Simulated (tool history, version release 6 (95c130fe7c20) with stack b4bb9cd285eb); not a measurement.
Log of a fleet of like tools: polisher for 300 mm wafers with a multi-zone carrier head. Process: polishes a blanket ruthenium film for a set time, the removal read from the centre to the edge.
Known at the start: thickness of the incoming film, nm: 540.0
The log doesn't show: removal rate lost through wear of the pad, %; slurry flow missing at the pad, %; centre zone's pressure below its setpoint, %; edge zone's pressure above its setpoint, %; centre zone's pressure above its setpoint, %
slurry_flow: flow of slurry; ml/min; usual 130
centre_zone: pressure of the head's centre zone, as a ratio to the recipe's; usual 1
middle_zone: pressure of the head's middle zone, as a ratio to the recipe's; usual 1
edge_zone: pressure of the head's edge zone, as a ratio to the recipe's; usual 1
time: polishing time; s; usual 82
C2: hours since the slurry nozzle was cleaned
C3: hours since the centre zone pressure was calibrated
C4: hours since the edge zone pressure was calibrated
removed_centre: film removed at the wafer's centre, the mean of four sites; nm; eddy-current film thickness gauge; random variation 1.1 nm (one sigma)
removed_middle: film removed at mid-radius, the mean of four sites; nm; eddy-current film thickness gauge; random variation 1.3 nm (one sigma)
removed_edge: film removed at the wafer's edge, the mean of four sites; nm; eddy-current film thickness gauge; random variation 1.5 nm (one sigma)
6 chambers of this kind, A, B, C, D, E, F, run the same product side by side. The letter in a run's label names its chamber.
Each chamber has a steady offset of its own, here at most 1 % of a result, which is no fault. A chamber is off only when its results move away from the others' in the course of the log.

run 1F hour=3.2 | slurry_flow=130 centre_zone=1 middle_zone=1 edge_zone=1 time=82 | wafers_polished_on_this_pad=203 C2=210.1 C3=159.3 C4=1153.5 | removed_centre=116.83 removed_middle=112.86 removed_edge=114.99
-- hour=5.3 chamber F: edge zone pressure recalibrated
run 2B hour=7.9 | slurry_flow=130 centre_zone=1 middle_zone=1 edge_zone=1 time=82 | wafers_polished_on_this_pad=554 C2=539.3 C3=300.5 C4=618.9 | removed_centre=119.31 removed_middle=113.37 removed_edge=116.91
run 3E hour=11.1 | slurry_flow=130 centre_zone=1 middle_zone=1 edge_zone=1 time=82 | wafers_polished_on_this_pad=225 C2=218.6 C3=388.9 C4=848.3 | removed_centre=113.29 removed_middle=115.82 removed_edge=118.31
run 4C hour=14.9 | slurry_flow=130 centre_zone=1 middle_zone=1 edge_zone=1 time=82 | wafers_polished_on_this_pad=862 C2=236.7 C3=573.2 C4=58.1 | removed_centre=116.14 removed_middle=117.33 removed_edge=112.87
run 5A hour=18.3 | slurry_flow=130 centre_zone=1 middle_zone=1 edge_zone=1 time=82 | wafers_polished_on_this_pad=638 C2=140.9 C3=464.2 C4=75.5 | removed_centre=114.15 removed_middle=119.08 removed_edge=116.13
run 6D hour=23.7 | slurry_flow=130 centre_zone=1 middle_zone=0.95 edge_zone=1 time=82 | wafers_polished_on_this_pad=425 C2=553.2 C3=520.8 C4=755.3 | removed_centre=114.37 removed_middle=113.01 removed_edge=115.46
-- hour=27.5 chamber A: worn pad replaced by a new one
run 7E hour=28.5 | slurry_flow=130 centre_zone=1 middle_zone=0.95 edge_zone=1 time=82 | wafers_polished_on_this_pad=419 C2=236 C3=406.3 C4=865.7 | removed_centre=114.03 removed_middle=109.47 removed_edge=118.41
-- hour=31.6 chamber E: slurry nozzle cleaned
run 8D hour=33.8 | slurry_flow=130 centre_zone=1 middle_zone=0.95 edge_zone=1 time=82 | wafers_polished_on_this_pad=538 C2=563.3 C3=530.9 C4=765.4 | removed_centre=116.55 removed_middle=112.09 removed_edge=116.71
-- hour=36.6 chamber C: slurry nozzle cleaned
run 9B hour=36.9 | slurry_flow=130 centre_zone=1 middle_zone=0.95 edge_zone=1 time=82 | wafers_polished_on_this_pad=876 C2=568.3 C3=329.5 C4=647.9 | removed_centre=117.11 removed_middle=111.27 removed_edge=116.39
run 10F hour=42.4 | slurry_flow=130 centre_zone=1 middle_zone=0.95 edge_zone=1 time=82 | wafers_polished_on_this_pad=639 C2=249.3 C3=198.5 C4=37.2 | removed_centre=116.15 removed_middle=112.2 removed_edge=114.66
-- hour=45.9 chamber B: worn pad replaced by a new one
run 11A hour=47.8 | slurry_flow=130 centre_zone=1 middle_zone=0.95 edge_zone=1 time=82 | wafers_polished_on_this_pad=225 C2=170.4 C3=493.7 C4=105 | removed_centre=116.98 removed_middle=112.81 removed_edge=114.28
-- hour=49.7 chamber C: worn pad replaced by a new one
run 12C hour=52.6 | slurry_flow=130 centre_zone=1 middle_zone=1 edge_zone=1 time=82 | wafers_polished_on_this_pad=33 C2=16.1 C3=610.9 C4=95.8 | removed_centre=119.26 removed_middle=115.84 removed_edge=115.05
-- hour=53.4 chamber F: slurry nozzle cleaned
-- hour=54.5 chamber F: worn pad replaced by a new one
run 13E hour=57.7 | slurry_flow=130 centre_zone=1 middle_zone=1 edge_zone=1 time=82 | wafers_polished_on_this_pad=743 C2=26.1 C3=435.5 C4=894.9 | removed_centre=115.2 removed_middle=115.12 removed_edge=118.1
-- hour=59.2 chamber B: slurry nozzle cleaned
run 14C hour=61.7 | slurry_flow=130 centre_zone=1 middle_zone=1 edge_zone=1 time=82 | wafers_polished_on_this_pad=134 C2=25.2 C3=620 C4=104.9 | removed_centre=114.9 removed_middle=115.94 removed_edge=118.21
run 15B hour=65.1 | slurry_flow=130 centre_zone=0.93 middle_zone=1 edge_zone=1 time=60 | wafers_polished_on_this_pad=214 C2=6 C3=357.7 C4=676.1 | removed_centre=77.898 removed_middle=84.984 removed_edge=86.337
run 16D hour=70.3 | slurry_flow=130 centre_zone=0.93 middle_zone=1 edge_zone=1 time=60 | wafers_polished_on_this_pad=943 C2=599.8 C3=567.4 C4=801.9 | removed_centre=78.974 removed_middle=85.374 removed_edge=85.048
run 17F hour=73.6 | slurry_flow=130 centre_zone=0.93 middle_zone=1 edge_zone=1 time=60 | wafers_polished_on_this_pad=213 C2=20.2 C3=229.7 C4=68.4 | removed_centre=77.482 removed_middle=82.294 removed_edge=83.186
run 18A hour=78 | slurry_flow=130 centre_zone=0.93 middle_zone=1 edge_zone=1 time=60 | wafers_polished_on_this_pad=561 C2=200.6 C3=523.9 C4=135.2 | removed_centre=77.863 removed_middle=85.428 removed_edge=86.271
run 19E hour=81.8 | slurry_flow=130 centre_zone=0.93 middle_zone=1 edge_zone=1 time=60 | wafers_polished_on_this_pad=1011 C2=50.2 C3=459.6 C4=919 | removed_centre=77.743 removed_middle=86.067 removed_edge=86.634
run 20B hour=85.3 | slurry_flow=130 centre_zone=0.93 middle_zone=1 edge_zone=1 time=60 | wafers_polished_on_this_pad=438 C2=26.2 C3=377.9 C4=696.3 | removed_centre=78.678 removed_middle=84.879 removed_edge=84.705
-- hour=85.9 chamber A: worn pad replaced by a new one
run 21C hour=88.9 | slurry_flow=130 centre_zone=1 middle_zone=0.89 edge_zone=1 time=82 | wafers_polished_on_this_pad=436 C2=52.4 C3=647.2 C4=132.1 | removed_centre=114.41 removed_middle=105.77 removed_edge=117.43
run 22F hour=91.5 | slurry_flow=130 centre_zone=1 middle_zone=0.89 edge_zone=1 time=82 | wafers_polished_on_this_pad=412 C2=38.1 C3=247.6 C4=86.3 | removed_centre=117.01 removed_middle=105.93 removed_edge=120.07
-- hour=96.5 chamber C: centre zone pressure recalibrated
-- hour=96.7 chamber D: worn pad replaced by a new one
run 23D hour=96.7 | slurry_flow=130 centre_zone=1 middle_zone=0.89 edge_zone=1 time=82 | wafers_polished_on_this_pad=0 C2=626.2 C3=593.8 C4=828.3 | removed_centre=114.46 removed_middle=105.12 removed_edge=115.12
run 24A hour=102.1 | slurry_flow=130 centre_zone=1 middle_zone=0.89 edge_zone=1 time=82 | wafers_polished_on_this_pad=180 C2=224.7 C3=548 C4=159.3 | removed_centre=114.75 removed_middle=104.46 removed_edge=116.04
run 25E hour=108 | slurry_flow=130 centre_zone=1 middle_zone=0.89 edge_zone=1 time=82 | wafers_polished_on_this_pad=1302 C2=76.4 C3=485.8 C4=945.2 | removed_centre=111.22 removed_middle=103.88 removed_edge=117.66
run 26D hour=113.6 | slurry_flow=130 centre_zone=1 middle_zone=0.89 edge_zone=1 time=82 | wafers_polished_on_this_pad=188 C2=643.1 C3=610.7 C4=845.2 | removed_centre=117.22 removed_middle=106.68 removed_edge=111.7
run 27A hour=118 | slurry_flow=130 centre_zone=1 middle_zone=1 edge_zone=1 time=82 | wafers_polished_on_this_pad=357 C2=240.6 C3=563.9 C4=175.2 | removed_centre=115.65 removed_middle=116.74 removed_edge=114.68
run 28C hour=123.2 | slurry_flow=130 centre_zone=1 middle_zone=1 edge_zone=1 time=82 | wafers_polished_on_this_pad=817 C2=86.7 C3=26.7 C4=166.4 | removed_centre=115.48 removed_middle=116.63 removed_edge=113.79
-- hour=124.3 chamber B: worn pad replaced by a new one
-- hour=124.8 chamber F: worn pad replaced by a new one
run 29B hour=126.7 | slurry_flow=130 centre_zone=1 middle_zone=1 edge_zone=1 time=82 | wafers_polished_on_this_pad=27 C2=67.6 C3=419.3 C4=737.7 | removed_centre=114.75 removed_middle=114.58 removed_edge=118.42
run 30F hour=131.1 | slurry_flow=130 centre_zone=1 middle_zone=1 edge_zone=1 time=82 | wafers_polished_on_this_pad=70 C2=77.7 C3=287.2 C4=125.9 | removed_centre=116.2 removed_middle=114.15 removed_edge=117.25
run 31E hour=133.7 | slurry_flow=130 centre_zone=1 middle_zone=1 edge_zone=1 time=82 | wafers_polished_on_this_pad=1588 C2=102.1 C3=511.5 C4=970.9 | removed_centre=109.35 removed_middle=114.49 removed_edge=114.83
-- hour=134.5 chamber E: worn pad replaced by a new one
run 32C hour=138.4 | slurry_flow=95 centre_zone=1 middle_zone=1 edge_zone=1 time=98 | wafers_polished_on_this_pad=986 C2=101.9 C3=41.9 C4=181.6 | removed_centre=126.94 removed_middle=128.44 removed_edge=130.91
run 33D hour=143 | slurry_flow=95 centre_zone=1 middle_zone=1 edge_zone=1 time=98 | wafers_polished_on_this_pad=515 C2=672.5 C3=640.1 C4=874.6 | removed_centre=128.26 removed_middle=129.45 removed_edge=131.6
-- hour=144.1 chamber A: worn pad replaced by a new one
run 34A hour=145.7 | slurry_flow=95 centre_zone=1 middle_zone=1 edge_zone=1 time=98 | wafers_polished_on_this_pad=18 C2=268.3 C3=591.6 C4=202.9 | removed_centre=127.27 removed_middle=130.93 removed_edge=130.63
-- hour=148.1 chamber C: worn pad replaced by a new one
-- hour=148.2 chamber E: edge zone pressure recalibrated
run 35F hour=149.3 | slurry_flow=95 centre_zone=1 middle_zone=1 edge_zone=1 time=98 | wafers_polished_on_this_pad=272 C2=95.9 C3=305.4 C4=144.1 | removed_centre=126.78 removed_middle=126.18 removed_edge=129.81
run 36B hour=154.3 | slurry_flow=95 centre_zone=1 middle_zone=1 edge_zone=1 time=98 | wafers_polished_on_this_pad=334 C2=95.2 C3=446.9 C4=765.3 | removed_centre=129.76 removed_middle=127.53 removed_edge=130.58
run 37C hour=158.5 | slurry_flow=95 centre_zone=1 middle_zone=1 edge_zone=1 time=98 | wafers_polished_on_this_pad=116 C2=122 C3=62 C4=201.7 | removed_centre=125.96 removed_middle=125.24 removed_edge=130.14
-- hour=160.4 chamber D: edge zone pressure recalibrated
run 38E hour=161.4 | slurry_flow=130 centre_zone=1 middle_zone=1 edge_zone=1 time=95 | wafers_polished_on_this_pad=299 C2=129.8 C3=539.2 C4=13.2 | removed_centre=118.75 removed_middle=134.37 removed_edge=133.67
run 39D hour=164.7 | slurry_flow=130 centre_zone=1 middle_zone=1 edge_zone=1 time=95 | wafers_polished_on_this_pad=756 C2=694.2 C3=661.8 C4=4.3 | removed_centre=134.98 removed_middle=136.03 removed_edge=132.56
-- hour=165.5 chamber B: edge zone pressure recalibrated
run 40A hour=168.7 | slurry_flow=130 centre_zone=1 middle_zone=1 edge_zone=1 time=95 | wafers_polished_on_this_pad=274 C2=291.3 C3=614.6 C4=225.9 | removed_centre=135.54 removed_middle=133.81 removed_edge=136.49
run 41F hour=174 | slurry_flow=130 centre_zone=1 middle_zone=1 edge_zone=1 time=95 | wafers_polished_on_this_pad=547 C2=120.6 C3=330.1 C4=168.8 | removed_centre=133.99 removed_middle=134.16 removed_edge=134.65
run 42B hour=176.7 | slurry_flow=130 centre_zone=1 middle_zone=1 edge_zone=1 time=95 | wafers_polished_on_this_pad=583 C2=117.6 C3=469.3 C4=11.3 | removed_centre=136.36 removed_middle=133.38 removed_edge=133.11
run 43B hour=180.3 | slurry_flow=130 centre_zone=1 middle_zone=1 edge_zone=1 time=95 | wafers_polished_on_this_pad=623 C2=121.2 C3=472.9 C4=14.9 | removed_centre=135.76 removed_middle=129.88 removed_edge=136.74

Is one chamber off against the others, does the gauge drift, or is nothing wrong? If a chamber is off, say which, and what the likeliest cause is.

Chamber E drifts away from the others.
Cause: centre zone's pressure below its setpoint, % = 10.2.

Here are 4 candidates for chamber E's next run, each the usual settings with a change, their results left as question marks. Which one brings its results back in line with what the others give on the usual settings?
In line means no further than this from the other chambers' mean on the usual settings: removed_centre 3.9 nm; removed_middle 4.7 nm; removed_edge 5.1 nm
run 44E-1 hour=184.6 | slurry_flow=150 centre_zone=1.17 middle_zone=0.95 edge_zone=0.91 time=84 | removed_centre=? removed_middle=? removed_edge=?
run 44E-2 hour=184.6 | slurry_flow=140 centre_zone=1.1 middle_zone=0.98 edge_zone=0.96 time=82 | removed_centre=? removed_middle=? removed_edge=?
run 44E-3 hour=184.6 | slurry_flow=120 centre_zone=0.9 middle_zone=1.02 edge_zone=1.04 time=82 | removed_centre=? removed_middle=? removed_edge=?
run 44E-4 hour=184.6 | slurry_flow=115 centre_zone=0.84 middle_zone=1.03 edge_zone=1.06 time=82 | removed_centre=? removed_middle=? removed_edge=?

The other chambers' mean on the usual settings: removed_centre 116.49 nm; removed_middle 115.86 nm; removed_edge 116.02 nm
run=44E-1 removed_centre=127.97 removed_middle=116.79 removed_edge=116.82
run=44E-2 removed_centre=114.98 removed_middle=115.71 removed_edge=116.02
run=44E-3 removed_centre=88.53 removed_middle=116.1 removed_edge=118.12
run=44E-4 removed_centre=80.946 removed_middle=115.97 removed_edge=118.48
44E-2 brings the chamber back in line.

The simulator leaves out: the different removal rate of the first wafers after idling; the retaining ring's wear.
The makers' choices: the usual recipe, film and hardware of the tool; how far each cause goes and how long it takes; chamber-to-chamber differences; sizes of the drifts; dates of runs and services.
